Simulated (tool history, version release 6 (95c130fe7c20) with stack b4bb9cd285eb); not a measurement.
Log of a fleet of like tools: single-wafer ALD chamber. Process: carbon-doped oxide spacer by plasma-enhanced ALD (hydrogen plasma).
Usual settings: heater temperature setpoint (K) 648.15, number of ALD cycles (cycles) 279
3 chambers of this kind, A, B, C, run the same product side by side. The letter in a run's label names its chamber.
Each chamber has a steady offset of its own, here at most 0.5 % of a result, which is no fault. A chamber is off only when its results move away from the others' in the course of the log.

run,day,heater temperature setpoint (K),number of ALD cycles (cycles),"read-back reference wafer on the same gauge, thickness_nm",mean film thickness on the monitor wafer (nm)
# day 0.079: chamber C: thermocouple changed; heater temperature recalibrated
1C,0.1,648.15,279,15.809,13.89
2A,0.204,648.15,279,15.799,13.99
3B,0.321,648.15,279,15.786,14.003
4A,0.517,648.15,279,15.789,13.812
5C,0.725,648.15,279,15.813,14.089
6B,0.908,648.15,279,15.811,13.971
7C,1.008,648.15,279,15.81,13.871
8A,1.217,648.15,279,15.832,13.828
9B,1.329,648.15,279,15.787,13.981
10C,1.525,648.15,279,15.795,14.04
11B,1.667,640.15,248,15.794,12.392
12A,1.8,640.15,248,15.808,12.418
13A,2.017,640.15,248,15.813,12.303
14B,2.171,648.15,279,15.813,13.939
15C,2.283,648.15,279,15.809,13.982
16C,2.492,648.15,279,15.808,13.889
17A,2.612,648.15,279,15.795,13.893
18B,2.825,648.15,279,15.794,13.915
19B,2.946,648.15,279,15.82,14.065
20C,3.042,648.15,279,15.792,13.937
21A,3.225,648.15,279,15.809,14.002
22A,3.317,648.15,279,15.78,13.791
23C,3.412,648.15,279,15.799,13.997
24B,3.525,648.15,279,15.781,14.103
25A,3.721,648.15,279,15.785,13.816
26C,3.942,648.15,279,15.816,13.952
27B,4.104,648.15,279,15.776,13.859
28B,4.254,648.15,279,15.778,13.996
29C,4.442,648.15,279,15.798,13.905
30A,4.55,648.15,279,15.784,14.018

Is one chamber off against the others, does the gauge drift, or is nothing wrong? If a chamber is off, say which, and what the likeliest cause is.

No chamber stands off beyond its own small offset, and the gauge holds steady.
